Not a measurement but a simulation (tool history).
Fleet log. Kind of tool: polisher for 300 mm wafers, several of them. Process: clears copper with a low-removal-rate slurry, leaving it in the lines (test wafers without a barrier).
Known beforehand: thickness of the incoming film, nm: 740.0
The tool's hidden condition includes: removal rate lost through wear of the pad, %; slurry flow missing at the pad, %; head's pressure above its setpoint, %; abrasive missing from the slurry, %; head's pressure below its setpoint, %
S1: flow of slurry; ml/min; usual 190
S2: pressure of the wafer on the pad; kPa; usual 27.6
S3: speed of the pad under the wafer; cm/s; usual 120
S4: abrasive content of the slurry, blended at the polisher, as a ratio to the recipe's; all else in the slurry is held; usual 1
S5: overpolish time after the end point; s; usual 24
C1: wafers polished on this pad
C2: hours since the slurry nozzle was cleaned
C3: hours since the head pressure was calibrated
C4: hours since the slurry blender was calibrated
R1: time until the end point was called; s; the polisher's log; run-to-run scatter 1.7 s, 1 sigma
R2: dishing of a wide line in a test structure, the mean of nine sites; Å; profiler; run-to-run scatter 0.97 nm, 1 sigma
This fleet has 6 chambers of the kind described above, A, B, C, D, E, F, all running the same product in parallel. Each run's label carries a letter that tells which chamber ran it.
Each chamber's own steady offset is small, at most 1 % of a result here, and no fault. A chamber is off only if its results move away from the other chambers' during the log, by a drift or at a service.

run	day	S1	S2	S3	S4	S5	C1	C2	C3	C4	R1	R2
# day 0.162: chamber B: head pressure recalibrated
1B	0.317	190	27.6	120	1	24	856	135.6	3.7	27.1	167.82	634.75
2A	0.662	190	27.6	120	1	24	289	136.9	581.6	65.6	165.50	640.43
# day 0.704: chamber B: worn pad replaced by a new one
3F	1.108	190	27.6	120	1	24	935	545.1	308.8	368.0	165.98	669.93
# day 1.258: chamber F: slurry blender recalibrated
4C	1.521	190	27.6	120	1	24	253	94.7	749.8	244.9	168.22	640.60
5E	2.008	190	27.6	120	1	24	495	384.9	344.0	213.7	167.94	641.79
# day 2.279: chamber A: slurry blender recalibrated
6D	2.562	190	27.6	120	1	24	584	122.9	451.1	166.2	167.93	643.00
7F	2.850	190	20.7	120	1	24	1115	586.9	350.6	38.3	219.69	512.05
8E	3.375	190	20.7	120	1	24	636	417.7	376.8	246.5	225.01	514.37
9D	3.662	190	20.7	120	1	24	698	149.3	477.5	192.6	222.19	486.76
# day 3.733: chamber B: slurry blender recalibrated
10B	4.067	190	20.7	120	1	24	347	225.6	93.7	8.1	227.45	493.26
11C	4.558	190	20.7	120	1	24	567	167.6	822.7	317.8	231.52	490.33
# day 4.854: chamber D: worn pad replaced by a new one
12A	4.900	190	20.7	120	1	24	727	238.6	683.3	62.9	216.13	501.07
# day 4.908: chamber F: worn pad replaced by a new one
13E	5.446	190	27.6	120	1	24	850	467.4	426.5	296.2	167.20	655.61
# day 5.517: chamber C: slurry nozzle cleaned
# day 5.671: chamber E: slurry blender recalibrated
14B	5.975	190	27.6	120	1	24	544	271.4	139.5	53.9	165.37	634.36
# day 6.025: chamber C: head pressure recalibrated
# day 6.167: chamber A: worn pad replaced by a new one
15D	6.246	190	27.6	120	1	24	144	211.3	539.5	254.6	164.47	630.54
# day 6.408: chamber A: slurry blender recalibrated
# day 6.450: chamber C: worn pad replaced by a new one
16C	6.688	190	27.6	120	1	24	24	28.1	15.9	368.9	167.97	622.14
# day 6.846: chamber F: slurry nozzle cleaned
17F	7.204	190	27.6	120	1	24	237	8.7	455.1	142.8	164.85	637.67
18A	7.471	190	27.6	120	1	24	134	300.3	745.0	25.6	159.89	663.10
# day 7.946: chamber C: slurry blender recalibrated
# day 8.004: chamber B: slurry nozzle cleaned
19D	8.042	190	27.6	120	1	24	329	254.4	582.6	297.7	167.00	626.99
20E	8.592	190	27.6	120	1	24	1175	542.9	502.0	70.2	168.21	634.39
21A	8.958	190	27.6	120	1	24	288	336.0	780.7	61.3	158.92	689.97
# day 9.171: chamber B: worn pad replaced by a new one
# day 9.275: chamber B: slurry blender recalibrated
22F	9.371	190	36.5	120	1	24	460	60.7	507.1	194.8	126.82	786.51
# day 9.538: chamber E: worn pad replaced by a new one
23B	9.908	190	36.5	120	1	24	76	45.8	233.9	15.3	129.50	780.40
# day 10.225: chamber E: head pressure recalibrated
24C	10.321	190	36.5	120	1	24	399	115.3	103.1	57.0	127.11	799.18
25D	10.867	190	36.5	120	1	24	621	322.2	650.4	365.5	123.72	785.05
# day 11.258: chamber E: slurry nozzle cleaned
26A	11.275	190	36.5	120	1	24	527	391.6	836.3	116.9	120.97	833.86
# day 11.562: chamber A: slurry blender recalibrated
# day 11.633: chamber D: worn pad replaced by a new one
27B	11.721	190	36.5	120	1	24	263	89.3	277.4	58.8	126.03	774.46
28E	12.029	190	27.6	120	1	24	257	18.6	43.3	152.7	168.88	658.11
29C	12.504	190	27.6	120	1	24	625	167.7	155.5	109.4	168.01	638.50
30F	12.842	145	31.0	120	1	24	819	144.0	590.4	278.1	153.80	678.58
# day 12.846: chamber C: worn pad replaced by a new one
31D	13.133	145	31.0	120	1	24	155	376.6	704.8	419.9	155.08	667.43
32E	13.604	145	31.0	120	1	24	420	56.4	81.1	190.5	156.21	695.38
33C	13.967	145	31.0	120	1	24	115	202.8	190.6	144.5	152.71	681.87
# day 14.000: chamber A: slurry nozzle cleaned
# day 14.167: chamber B: slurry blender recalibrated
# day 14.238: chamber A: worn pad replaced by a new one
34B	14.475	145	31.0	120	1	24	548	155.4	343.5	7.4	156.54	675.91
# day 14.846: chamber C: slurry nozzle cleaned
35A	14.900	145	31.0	120	1	24	68	21.6	923.3	80.1	142.52	736.82
36F	15.229	190	27.6	120	1	24	1065	201.3	647.7	335.4	166.24	626.80
37F	15.679	190	18.6	142	1	24	1112	212.1	658.5	346.2	206.42	525.83
38B	15.962	190	18.6	142	1	24	701	191.1	379.2	43.1	211.32	521.49
# day 16.258: chamber D: head pressure recalibrated
39C	16.312	190	18.6	142	1	24	357	35.2	246.9	200.8	213.59	520.76
# day 16.375: chamber E: slurry blender recalibrated
# day 16.779: chamber A: slurry blender recalibrated
40E	16.808	190	18.6	142	1	24	750	133.3	158.0	10.5	210.73	516.92
41A	17.108	190	18.6	142	1	24	296	74.6	976.3	8.0	190.75	586.10
42D	17.500	190	18.6	142	1	24	606	481.4	29.9	524.7	207.16	510.39
43A	17.825	190	27.6	120	1	24	370	91.8	993.5	25.2	149.92	685.98

Read the log: is a single chamber off, either drifting away or since a service, is the gauge that measures every chamber drifting, or is nothing wrong beyond small per-chamber offsets? Name any odd chamber and what most likely caused it.

One chamber, A, drifts off from the rest bit by bit.
What lies behind it: head's pressure above its setpoint, % = 11.5.

Chamber A could run next with any of the 4 candidate recipes listed below; each alters the usual settings, and their results appear as question marks. Which one brings its results back in line with what the other chambers deliver on the usual settings?
In line here means within this much of the mean the other chambers give on the usual settings: R1 6.10 s; R2 34.00 Å
44A-1	18.242	190	24.8	108	1	24					?	?
44A-2	18.242	190	26.2	114	1	24					?	?
44A-3	18.242	190	30.3	132	1	24					?	?
44A-4	18.242	190	29.0	126	1	24					?	?

Mean of the other chambers on the usual settings: R1 167.40 s; R2 637.45 Å
run	R1	R2
44A-1	185.39	591.12
44A-2	166.55	642.54
44A-3	124.51	796.61
44A-4	136.55	745.52
The answer is 44A-2, which returns the chamber to within the allowed miss of the others.
